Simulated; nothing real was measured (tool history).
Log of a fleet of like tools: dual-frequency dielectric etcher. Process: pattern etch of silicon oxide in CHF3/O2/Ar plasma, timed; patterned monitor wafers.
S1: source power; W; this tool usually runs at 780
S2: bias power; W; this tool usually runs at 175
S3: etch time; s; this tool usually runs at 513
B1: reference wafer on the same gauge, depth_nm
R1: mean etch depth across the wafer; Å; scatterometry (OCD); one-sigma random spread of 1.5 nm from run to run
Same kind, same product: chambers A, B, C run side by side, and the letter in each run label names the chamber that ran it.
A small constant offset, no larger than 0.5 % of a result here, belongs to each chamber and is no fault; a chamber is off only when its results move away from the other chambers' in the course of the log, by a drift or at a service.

run    day   S1   S2   S3      B1       R1
 1C  0.183  780  175  513  919.49  11082.0
 2A  0.329  780  175  513  919.81  11059.0
 3B  0.542  780  175  513  918.86  11063.0
 4A  0.646  780  175  513  918.79  11075.0
 5C  0.783  780  175  513  919.34  11085.0
 6B  0.929  780  175  513  918.78  11053.0
 7B  1.142  780  175  513  918.15  11069.0
 8C  1.346  780  175  513  918.16  11089.0
 9A  1.504  780  175  513  918.06  11055.0
10C  1.658  780  175  451  917.70   9714.4
11B  1.871  780  175  451  917.18   9735.6
12A  2.079  780  175  451  917.23   9701.4
13C  2.217  780  175  513  916.77  11051.0
14A  2.308  780  175  513  916.72  11043.0
15B  2.488  780  175  513  916.53  11029.0
16A  2.696  780  175  513  916.04  11033.0
17C  2.858  780  175  513  915.66  11046.0
18B  3.000  780  189  513  915.68  11294.0
19C  3.150  780  189  513  915.60  11320.0
20B  3.342  780  189  513  915.24  11297.0

Each of the 3 chambers runs these same settings next. Fill in every chamber's results:
21A  3.496  780  175  513       ?
21B  3.496  780  175  513       ?
21C  3.496  780  175  513       ?

run       R1
21A  11011.0
21B  11017.0
21C  11027.0

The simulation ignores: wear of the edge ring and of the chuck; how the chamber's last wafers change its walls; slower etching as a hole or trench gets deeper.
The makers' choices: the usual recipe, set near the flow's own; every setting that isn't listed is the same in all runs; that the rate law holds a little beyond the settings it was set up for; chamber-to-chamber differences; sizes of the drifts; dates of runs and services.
